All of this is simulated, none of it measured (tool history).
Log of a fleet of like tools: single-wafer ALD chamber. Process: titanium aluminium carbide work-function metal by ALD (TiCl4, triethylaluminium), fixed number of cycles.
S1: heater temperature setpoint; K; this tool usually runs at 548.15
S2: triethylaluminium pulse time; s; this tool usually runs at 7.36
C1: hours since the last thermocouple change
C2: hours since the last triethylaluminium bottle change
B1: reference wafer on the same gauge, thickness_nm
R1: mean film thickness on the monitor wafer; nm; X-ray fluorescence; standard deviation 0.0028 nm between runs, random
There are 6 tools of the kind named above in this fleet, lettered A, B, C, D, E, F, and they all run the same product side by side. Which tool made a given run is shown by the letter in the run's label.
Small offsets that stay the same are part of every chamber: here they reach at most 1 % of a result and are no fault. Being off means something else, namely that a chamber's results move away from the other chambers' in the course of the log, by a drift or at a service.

run 1E day=0.588 | S1=548.15 S2=7.36 | C1=2413.0 C2=941.3 | B1=1.6706 | R1=1.7070
run 2C day=0.983 | S1=548.15 S2=7.36 | C1=1263.9 C2=462.6 | B1=1.6693 | R1=1.6918
run 3B day=1.354 | S1=548.15 S2=7.36 | C1=477.1 C2=848.4 | B1=1.6693 | R1=1.6892
run 4A day=1.971 | S1=548.15 S2=7.36 | C1=150.8 C2=872.4 | B1=1.6691 | R1=1.7071
run 5F day=2.562 | S1=548.15 S2=7.36 | C1=700.2 C2=843.7 | B1=1.6684 | R1=1.6867
run 6D day=2.992 | S1=548.15 S2=7.36 | C1=959.7 C2=954.9 | B1=1.6687 | R1=1.6830
run 7B day=3.646 | S1=548.15 S2=7.36 | C1=532.1 C2=903.4 | B1=1.6683 | R1=1.6858
run 8D day=4.296 | S1=548.15 S2=7.36 | C1=991.0 C2=986.2 | B1=1.6671 | R1=1.6785
run 9E day=4.871 | S1=548.15 S2=7.36 | C1=2515.8 C2=1044.1 | B1=1.6670 | R1=1.6999
run 10F day=5.292 | S1=548.15 S2=7.36 | C1=765.7 C2=909.2 | B1=1.6674 | R1=1.6865
run 11C day=5.933 | S1=548.15 S2=7.36 | C1=1382.7 C2=581.4 | B1=1.6669 | R1=1.6970
run 12A day=6.504 | S1=548.15 S2=7.36 | C1=259.6 C2=981.2 | B1=1.6665 | R1=1.7013
run 13C day=7.038 | S1=548.15 S2=7.36 | C1=1409.2 C2=607.9 | B1=1.6661 | R1=1.6952
run 14F day=7.658 | S1=548.15 S2=7.36 | C1=822.5 C2=966.0 | B1=1.6654 | R1=1.6875
run 15B day=8.012 | S1=548.15 S2=7.36 | C1=636.9 C2=1008.2 | B1=1.6654 | R1=1.6871
run 16D day=8.550 | S1=548.15 S2=7.36 | C1=1093.1 C2=1088.3 | B1=1.6653 | R1=1.6770
-- day=8.596 chamber C: thermocouple changed; heater temperature recalibrated
run 17A day=8.962 | S1=548.15 S2=7.36 | C1=318.6 C2=1040.2 | B1=1.6649 | R1=1.6919
run 18E day=9.254 | S1=548.15 S2=7.36 | C1=2621.0 C2=1149.3 | B1=1.6656 | R1=1.6988
run 19C day=9.838 | S1=548.15 S2=7.36 | C1=29.9 C2=675.1 | B1=1.6642 | R1=1.6980
run 20E day=10.254 | S1=548.15 S2=7.36 | C1=2645.0 C2=1173.3 | B1=1.6638 | R1=1.6950
run 21D day=10.550 | S1=548.15 S2=7.36 | C1=1141.1 C2=1136.3 | B1=1.6647 | R1=1.6806
run 22A day=10.904 | S1=548.15 S2=7.36 | C1=365.2 C2=1086.8 | B1=1.6635 | R1=1.6936
run 23B day=11.279 | S1=548.15 S2=7.36 | C1=715.3 C2=1086.6 | B1=1.6637 | R1=1.6836
run 24F day=11.621 | S1=548.15 S2=7.36 | C1=917.6 C2=1061.1 | B1=1.6636 | R1=1.6822
run 25B day=12.188 | S1=548.15 S2=7.36 | C1=737.1 C2=1108.4 | B1=1.6630 | R1=1.6795
run 26D day=12.571 | S1=560.15 S2=9.72 | C1=1189.6 C2=1184.8 | B1=1.6632 | R1=1.8605
run 27C day=12.954 | S1=560.15 S2=9.72 | C1=104.7 C2=749.9 | B1=1.6623 | R1=1.8778
run 28F day=13.608 | S1=560.15 S2=9.72 | C1=965.3 C2=1108.8 | B1=1.6624 | R1=1.8632
run 29A day=14.067 | S1=560.15 S2=9.72 | C1=441.1 C2=1162.7 | B1=1.6620 | R1=1.8760
-- day=14.404 chamber B: triethylaluminium bottle replaced
run 30E day=14.425 | S1=560.15 S2=9.72 | C1=2745.1 C2=1273.4 | B1=1.6618 | R1=1.8820
run 31F day=14.779 | S1=560.15 S2=9.72 | C1=993.4 C2=1136.9 | B1=1.6622 | R1=1.8661
run 32C day=15.096 | S1=548.15 S2=7.36 | C1=156.1 C2=801.3 | B1=1.6611 | R1=1.6920
run 33D day=15.675 | S1=548.15 S2=7.36 | C1=1264.1 C2=1259.3 | B1=1.6611 | R1=1.6772
run 34B day=16.162 | S1=548.15 S2=7.36 | C1=832.5 C2=42.3 | B1=1.6606 | R1=1.6843
run 35E day=16.492 | S1=548.15 S2=7.36 | C1=2794.7 C2=1323.0 | B1=1.6610 | R1=1.6974
run 36A day=16.867 | S1=548.15 S2=7.36 | C1=508.3 C2=1229.9 | B1=1.6605 | R1=1.6884
run 37B day=17.183 | S1=542.15 S2=7.36 | C1=857.0 C2=66.8 | B1=1.6603 | R1=1.6258
run 38D day=17.712 | S1=542.15 S2=7.36 | C1=1313.0 C2=1308.2 | B1=1.6610 | R1=1.6302
run 39C day=18.212 | S1=542.15 S2=7.36 | C1=230.9 C2=876.1 | B1=1.6595 | R1=1.6428
run 40F day=18.812 | S1=542.15 S2=7.36 | C1=1090.2 C2=1233.7 | B1=1.6595 | R1=1.6258
run 41A day=19.112 | S1=542.15 S2=7.36 | C1=562.2 C2=1283.8 | B1=1.6592 | R1=1.6467
run 42E day=19.592 | S1=542.15 S2=7.36 | C1=2869.1 C2=1397.4 | B1=1.6594 | R1=1.6467

One chamber off, gauge drift, or nothing amiss beyond the chambers' own small offsets? If it is a chamber, which one, and what is the likeliest cause?

Every chamber seems to shift together because the gauge that measures them all drifts; the chambers themselves are fine.
Likeliest cause: gauge reads low (%) = 0.677.
